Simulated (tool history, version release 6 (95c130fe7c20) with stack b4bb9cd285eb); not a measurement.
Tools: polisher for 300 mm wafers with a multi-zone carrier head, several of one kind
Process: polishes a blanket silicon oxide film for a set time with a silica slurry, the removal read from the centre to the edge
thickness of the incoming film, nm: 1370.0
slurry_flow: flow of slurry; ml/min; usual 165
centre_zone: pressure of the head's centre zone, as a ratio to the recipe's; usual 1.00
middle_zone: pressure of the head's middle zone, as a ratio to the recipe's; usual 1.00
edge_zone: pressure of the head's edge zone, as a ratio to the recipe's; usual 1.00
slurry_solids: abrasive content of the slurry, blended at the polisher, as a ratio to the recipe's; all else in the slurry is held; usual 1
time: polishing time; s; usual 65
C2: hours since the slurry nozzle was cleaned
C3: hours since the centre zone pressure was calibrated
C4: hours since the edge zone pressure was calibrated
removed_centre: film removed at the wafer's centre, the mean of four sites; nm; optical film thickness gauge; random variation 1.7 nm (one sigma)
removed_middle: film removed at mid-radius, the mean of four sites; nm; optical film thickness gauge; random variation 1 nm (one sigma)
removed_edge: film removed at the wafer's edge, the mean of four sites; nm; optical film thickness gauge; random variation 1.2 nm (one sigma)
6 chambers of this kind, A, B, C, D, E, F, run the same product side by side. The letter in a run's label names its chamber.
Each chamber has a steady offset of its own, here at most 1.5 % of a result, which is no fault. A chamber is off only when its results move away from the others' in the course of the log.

{"hour": 8.0, "done": "chamber D: edge zone pressure recalibrated"}
{"run": "1B", "hour": 9.6, "slurry_flow": 165, "centre_zone": 1.0, "middle_zone": 1.0, "edge_zone": 1.0, "slurry_solids": 1, "time": 65, "wafers polished on this pad": 285, "C2": 137.8, "C3": 819.7, "C4": 605.5, "removed_centre": 114.38, "removed_middle": 113.47, "removed_edge": 113.89}
{"hour": 11.7, "done": "chamber A: worn pad replaced by a new one"}
{"run": "2C", "hour": 14.0, "slurry_flow": 165, "centre_zone": 1.0, "middle_zone": 1.0, "edge_zone": 1.0, "slurry_solids": 1, "time": 65, "wafers polished on this pad": 590, "C2": 608.7, "C3": 263.4, "C4": 414.3, "removed_centre": 112.69, "removed_middle": 111.84, "removed_edge": 116.17}
{"hour": 15.3, "done": "chamber C: worn pad replaced by a new one"}
{"run": "3D", "hour": 23.2, "slurry_flow": 165, "centre_zone": 1.0, "middle_zone": 1.0, "edge_zone": 1.0, "slurry_solids": 1, "time": 65, "wafers polished on this pad": 392, "C2": 50.9, "C3": 398.8, "C4": 15.3, "removed_centre": 115.44, "removed_middle": 111.25, "removed_edge": 115.4}
{"run": "4F", "hour": 28.0, "slurry_flow": 165, "centre_zone": 1.0, "middle_zone": 1.0, "edge_zone": 1.0, "slurry_solids": 1, "time": 65, "wafers polished on this pad": 921, "C2": 123.5, "C3": 478.1, "C4": 240.3, "removed_centre": 111.24, "removed_middle": 112.51, "removed_edge": 112.96}
{"hour": 31.3, "done": "chamber F: worn pad replaced by a new one"}
{"run": "5E", "hour": 36.9, "slurry_flow": 165, "centre_zone": 1.0, "middle_zone": 1.0, "edge_zone": 1.0, "slurry_solids": 1, "time": 65, "wafers polished on this pad": 1185, "C2": 176.5, "C3": 183.7, "C4": 362.8, "removed_centre": 113.56, "removed_middle": 112.75, "removed_edge": 115.45}
{"run": "6A", "hour": 41.3, "slurry_flow": 165, "centre_zone": 1.0, "middle_zone": 1.0, "edge_zone": 1.0, "slurry_solids": 1, "time": 65, "wafers polished on this pad": 316, "C2": 211.2, "C3": 117.6, "C4": 260.9, "removed_centre": 109.87, "removed_middle": 111.22, "removed_edge": 114.23}
{"hour": 42.8, "done": "chamber F: centre zone pressure recalibrated"}
{"hour": 44.0, "done": "chamber D: worn pad replaced by a new one"}
{"hour": 47.6, "done": "chamber E: worn pad replaced by a new one"}
{"run": "7D", "hour": 48.2, "slurry_flow": 165, "centre_zone": 1.0, "middle_zone": 1.0, "edge_zone": 1.0, "slurry_solids": 1, "time": 65, "wafers polished on this pad": 45, "C2": 75.9, "C3": 423.8, "C4": 40.3, "removed_centre": 115.62, "removed_middle": 110.57, "removed_edge": 113.99}
{"run": "8F", "hour": 53.8, "slurry_flow": 110, "centre_zone": 1.0, "middle_zone": 1.0, "edge_zone": 0.95, "slurry_solids": 1, "time": 65, "wafers polished on this pad": 240, "C2": 149.3, "C3": 11.1, "C4": 266.1, "removed_centre": 102.73, "removed_middle": 104.82, "removed_edge": 102.75}
{"run": "9B", "hour": 58.3, "slurry_flow": 110, "centre_zone": 1.0, "middle_zone": 1.0, "edge_zone": 0.95, "slurry_solids": 1, "time": 65, "wafers polished on this pad": 806, "C2": 186.5, "C3": 868.4, "C4": 654.2, "removed_centre": 104.2, "removed_middle": 104.69, "removed_edge": 101.0}
{"run": "10C", "hour": 66.8, "slurry_flow": 110, "centre_zone": 1.0, "middle_zone": 1.0, "edge_zone": 0.95, "slurry_solids": 1, "time": 65, "wafers polished on this pad": 551, "C2": 661.5, "C3": 316.2, "C4": 467.1, "removed_centre": 101.3, "removed_middle": 105.96, "removed_edge": 104.69}
{"hour": 68.2, "done": "chamber C: worn pad replaced by a new one"}
{"run": "11A", "hour": 75.9, "slurry_flow": 110, "centre_zone": 1.0, "middle_zone": 1.0, "edge_zone": 0.95, "slurry_solids": 1, "time": 65, "wafers polished on this pad": 686, "C2": 245.8, "C3": 152.2, "C4": 295.5, "removed_centre": 102.79, "removed_middle": 102.28, "removed_edge": 104.0}
{"run": "12E", "hour": 84.3, "slurry_flow": 110, "centre_zone": 1.0, "middle_zone": 1.0, "edge_zone": 0.95, "slurry_solids": 1, "time": 65, "wafers polished on this pad": 392, "C2": 223.9, "C3": 231.1, "C4": 410.2, "removed_centre": 100.34, "removed_middle": 102.87, "removed_edge": 101.7}
{"hour": 90.3, "done": "chamber B: worn pad replaced by a new one"}
{"run": "13F", "hour": 92.5, "slurry_flow": 110, "centre_zone": 1.0, "middle_zone": 1.0, "edge_zone": 0.95, "slurry_solids": 1, "time": 65, "wafers polished on this pad": 654, "C2": 188.0, "C3": 49.8, "C4": 304.8, "removed_centre": 101.74, "removed_middle": 103.24, "removed_edge": 103.73}
{"run": "14A", "hour": 99.8, "slurry_flow": 165, "centre_zone": 1.0, "middle_zone": 1.0, "edge_zone": 1.0, "slurry_solids": 1, "time": 65, "wafers polished on this pad": 942, "C2": 269.7, "C3": 176.1, "C4": 319.4, "removed_centre": 112.73, "removed_middle": 112.4, "removed_edge": 113.48}
{"hour": 101.2, "done": "chamber D: worn pad replaced by a new one"}
{"run": "15E", "hour": 108.3, "slurry_flow": 165, "centre_zone": 0.92, "middle_zone": 0.95, "edge_zone": 1.0, "slurry_solids": 1, "time": 65, "wafers polished on this pad": 649, "C2": 247.9, "C3": 255.1, "C4": 434.2, "removed_centre": 101.32, "removed_middle": 106.83, "removed_edge": 114.79}
{"run": "16D", "hour": 117.9, "slurry_flow": 165, "centre_zone": 0.92, "middle_zone": 0.95, "edge_zone": 1.0, "slurry_solids": 1, "time": 65, "wafers polished on this pad": 178, "C2": 145.6, "C3": 493.5, "C4": 110.0, "removed_centre": 103.73, "removed_middle": 108.52, "removed_edge": 114.09}
{"hour": 121.1, "done": "chamber C: worn pad replaced by a new one"}
{"run": "17B", "hour": 126.8, "slurry_flow": 165, "centre_zone": 0.92, "middle_zone": 0.95, "edge_zone": 1.0, "slurry_solids": 1, "time": 65, "wafers polished on this pad": 391, "C2": 255.0, "C3": 936.9, "C4": 722.7, "removed_centre": 104.46, "removed_middle": 110.07, "removed_edge": 111.26}
{"hour": 129.3, "done": "chamber F: worn pad replaced by a new one"}
{"run": "18C", "hour": 136.3, "slurry_flow": 165, "centre_zone": 0.92, "middle_zone": 0.95, "edge_zone": 1.0, "slurry_solids": 1, "time": 65, "wafers polished on this pad": 163, "C2": 731.0, "C3": 385.7, "C4": 536.6, "removed_centre": 102.43, "removed_middle": 108.4, "removed_edge": 114.97}
{"run": "19C", "hour": 145.6, "slurry_flow": 165, "centre_zone": 0.92, "middle_zone": 0.95, "edge_zone": 1.0, "slurry_solids": 1, "time": 65, "wafers polished on this pad": 262, "C2": 740.3, "C3": 395.0, "C4": 545.9, "removed_centre": 102.98, "removed_middle": 107.94, "removed_edge": 113.71}
{"hour": 150.1, "done": "chamber B: centre zone pressure recalibrated"}
{"run": "20D", "hour": 153.3, "slurry_flow": 165, "centre_zone": 0.92, "middle_zone": 0.95, "edge_zone": 1.0, "slurry_solids": 1, "time": 65, "wafers polished on this pad": 557, "C2": 181.0, "C3": 528.9, "C4": 145.4, "removed_centre": 104.81, "removed_middle": 106.48, "removed_edge": 113.62}
{"hour": 157.9, "done": "chamber D: worn pad replaced by a new one"}
{"run": "21A", "hour": 160.2, "slurry_flow": 165, "centre_zone": 1.0, "middle_zone": 1.0, "edge_zone": 1.0, "slurry_solids": 1, "time": 65, "wafers polished on this pad": 1588, "C2": 330.1, "C3": 236.5, "C4": 379.8, "removed_centre": 112.58, "removed_middle": 112.58, "removed_edge": 114.59}
{"hour": 160.9, "done": "chamber A: worn pad replaced by a new one"}
{"run": "22F", "hour": 165.2, "slurry_flow": 165, "centre_zone": 1.0, "middle_zone": 1.0, "edge_zone": 1.0, "slurry_solids": 1, "time": 65, "wafers polished on this pad": 384, "C2": 260.7, "C3": 122.5, "C4": 377.5, "removed_centre": 113.37, "removed_middle": 111.42, "removed_edge": 112.74}
{"hour": 171.3, "done": "chamber C: worn pad replaced by a new one"}
{"run": "23E", "hour": 173.5, "slurry_flow": 165, "centre_zone": 1.0, "middle_zone": 1.0, "edge_zone": 1.0, "slurry_solids": 1, "time": 65, "wafers polished on this pad": 1346, "C2": 313.1, "C3": 320.3, "C4": 499.4, "removed_centre": 109.0, "removed_middle": 112.83, "removed_edge": 114.14}
{"run": "24B", "hour": 178.9, "slurry_flow": 165, "centre_zone": 1.0, "middle_zone": 1.0, "edge_zone": 1.0, "slurry_solids": 1, "time": 65, "wafers polished on this pad": 948, "C2": 307.1, "C3": 28.9, "C4": 774.8, "removed_centre": 125.54, "removed_middle": 113.28, "removed_edge": 111.71}
{"run": "25E", "hour": 186.7, "slurry_flow": 165, "centre_zone": 1.0, "middle_zone": 1.0, "edge_zone": 1.0, "slurry_solids": 1, "time": 65, "wafers polished on this pad": 1487, "C2": 326.3, "C3": 333.5, "C4": 512.6, "removed_centre": 110.91, "removed_middle": 113.33, "removed_edge": 113.81}
{"hour": 189.1, "done": "chamber E: worn pad replaced by a new one"}
{"run": "26F", "hour": 192.1, "slurry_flow": 190, "centre_zone": 1.0, "middle_zone": 1.0, "edge_zone": 1.04, "slurry_solids": 1, "time": 65, "wafers polished on this pad": 672, "C2": 287.6, "C3": 149.4, "C4": 404.4, "removed_centre": 115.24, "removed_middle": 116.45, "removed_edge": 116.76}
{"run": "27B", "hour": 200.4, "slurry_flow": 190, "centre_zone": 1.0, "middle_zone": 1.0, "edge_zone": 1.04, "slurry_solids": 1, "time": 65, "wafers polished on this pad": 1178, "C2": 328.6, "C3": 50.4, "C4": 796.3, "removed_centre": 129.39, "removed_middle": 116.15, "removed_edge": 116.89}
{"run": "28A", "hour": 206.6, "slurry_flow": 190, "centre_zone": 1.0, "middle_zone": 1.0, "edge_zone": 1.04, "slurry_solids": 1, "time": 65, "wafers polished on this pad": 489, "C2": 376.5, "C3": 282.9, "C4": 426.2, "removed_centre": 118.34, "removed_middle": 115.81, "removed_edge": 117.17}
{"hour": 206.9, "done": "chamber B: worn pad replaced by a new one"}
{"hour": 213.1, "done": "chamber D: worn pad replaced by a new one"}
{"run": "29C", "hour": 214.7, "slurry_flow": 190, "centre_zone": 1.0, "middle_zone": 1.0, "edge_zone": 1.04, "slurry_solids": 1, "time": 65, "wafers polished on this pad": 464, "C2": 809.4, "C3": 464.1, "C4": 615.0, "removed_centre": 116.95, "removed_middle": 115.22, "removed_edge": 118.7}
{"hour": 217.5, "done": "chamber F: worn pad replaced by a new one"}
{"run": "30D", "hour": 220.1, "slurry_flow": 190, "centre_zone": 1.0, "middle_zone": 1.0, "edge_zone": 1.04, "slurry_solids": 1, "time": 65, "wafers polished on this pad": 75, "C2": 247.8, "C3": 595.7, "C4": 212.2, "removed_centre": 118.76, "removed_middle": 115.57, "removed_edge": 118.93}
{"hour": 222.2, "done": "chamber E: slurry nozzle cleaned"}
{"run": "31E", "hour": 229.4, "slurry_flow": 190, "centre_zone": 1.0, "middle_zone": 1.0, "edge_zone": 1.04, "slurry_solids": 1, "time": 65, "wafers polished on this pad": 431, "C2": 7.3, "C3": 376.2, "C4": 555.3, "removed_centre": 114.59, "removed_middle": 117.85, "removed_edge": 118.59}
{"hour": 234.9, "done": "chamber C: worn pad replaced by a new one"}
{"run": "32A", "hour": 237.2, "slurry_flow": 165, "centre_zone": 1.0, "middle_zone": 1.0, "edge_zone": 1.0, "slurry_solids": 1, "time": 65, "wafers polished on this pad": 816, "C2": 407.1, "C3": 313.5, "C4": 456.8, "removed_centre": 110.89, "removed_middle": 113.55, "removed_edge": 113.3}
{"run": "33D", "hour": 246.0, "slurry_flow": 165, "centre_zone": 1.0, "middle_zone": 1.0, "edge_zone": 1.0, "slurry_solids": 1, "time": 65, "wafers polished on this pad": 352, "C2": 273.7, "C3": 621.6, "C4": 238.1, "removed_centre": 114.08, "removed_middle": 110.93, "removed_edge": 114.54}
{"run": "34C", "hour": 251.1, "slurry_flow": 165, "centre_zone": 1.0, "middle_zone": 1.0, "edge_zone": 1.0, "slurry_solids": 1, "time": 65, "wafers polished on this pad": 173, "C2": 845.8, "C3": 500.5, "C4": 651.4, "removed_centre": 112.72, "removed_middle": 112.56, "removed_edge": 115.27}
{"run": "35B", "hour": 259.3, "slurry_flow": 165, "centre_zone": 1.0, "middle_zone": 1.0, "edge_zone": 1.0, "slurry_solids": 1, "time": 65, "wafers polished on this pad": 561, "C2": 387.5, "C3": 109.3, "C4": 855.2, "removed_centre": 127.02, "removed_middle": 113.42, "removed_edge": 111.59}
{"run": "36F", "hour": 266.3, "slurry_flow": 165, "centre_zone": 1.0, "middle_zone": 1.0, "edge_zone": 1.0, "slurry_solids": 1, "time": 65, "wafers polished on this pad": 522, "C2": 361.8, "C3": 223.6, "C4": 478.6, "removed_centre": 110.25, "removed_middle": 112.16, "removed_edge": 113.53}
{"hour": 270.8, "done": "chamber F: edge zone pressure recalibrated"}
{"run": "37E", "hour": 272.5, "slurry_flow": 165, "centre_zone": 1.0, "middle_zone": 1.0, "edge_zone": 1.0, "slurry_solids": 1, "time": 65, "wafers polished on this pad": 892, "C2": 50.4, "C3": 419.3, "C4": 598.4, "removed_centre": 112.5, "removed_middle": 110.43, "removed_edge": 113.35}
{"run": "38F", "hour": 280.9, "slurry_flow": 165, "centre_zone": 1.0, "middle_zone": 1.0, "edge_zone": 1.0, "slurry_solids": 1, "time": 65, "wafers polished on this pad": 678, "C2": 376.4, "C3": 238.2, "C4": 10.2, "removed_centre": 110.93, "removed_middle": 112.5, "removed_edge": 112.86}

Is one chamber off against the others, does the gauge drift, or is nothing wrong? If a chamber is off, say which, and what the likeliest cause is.

A service left chamber B off against the others.
Cause: centre zone's pressure above its setpoint, % = 11.5.

Here are 4 candidates for chamber B's next run, each the usual settings with a change, their results left as question marks. Which one brings its results back in line with what the others give on the usual settings?
In line means no further than this from the other chambers' mean on the usual settings: removed_centre 5.80 nm; removed_middle 3.60 nm; removed_edge 4.20 nm
{"run": "39B-1", "hour": 288.1, "slurry_flow": 155, "centre_zone": 0.9, "middle_zone": 1.01, "edge_zone": 1.04, "slurry_solids": 1, "time": 65, "removed_centre": "?", "removed_middle": "?", "removed_edge": "?"}
{"run": "39B-2", "hour": 288.1, "slurry_flow": 165, "centre_zone": 1.02, "middle_zone": 1.0, "edge_zone": 0.99, "slurry_solids": 1, "time": 65, "removed_centre": "?", "removed_middle": "?", "removed_edge": "?"}
{"run": "39B-3", "hour": 288.1, "slurry_flow": 165, "centre_zone": 0.98, "middle_zone": 1.0, "edge_zone": 1.01, "slurry_solids": 1, "time": 65, "removed_centre": "?", "removed_middle": "?", "removed_edge": "?"}
{"run": "39B-4", "hour": 288.1, "slurry_flow": 175, "centre_zone": 1.1, "middle_zone": 0.99, "edge_zone": 0.96, "slurry_solids": 1, "time": 65, "removed_centre": "?", "removed_middle": "?", "removed_edge": "?"}

The other chambers' mean on the usual settings: removed_centre 112.95 nm; removed_middle 112.60 nm; removed_edge 113.37 nm
run=39B-1 removed_centre=111.64 removed_middle=112.90 removed_edge=114.06
run=39B-2 removed_centre=129.28 removed_middle=113.06 removed_edge=112.04
run=39B-3 removed_centre=123.87 removed_middle=113.09 removed_edge=113.23
run=39B-4 removed_centre=141.66 removed_middle=113.10 removed_edge=111.07
39B-1 brings the chamber back in line.
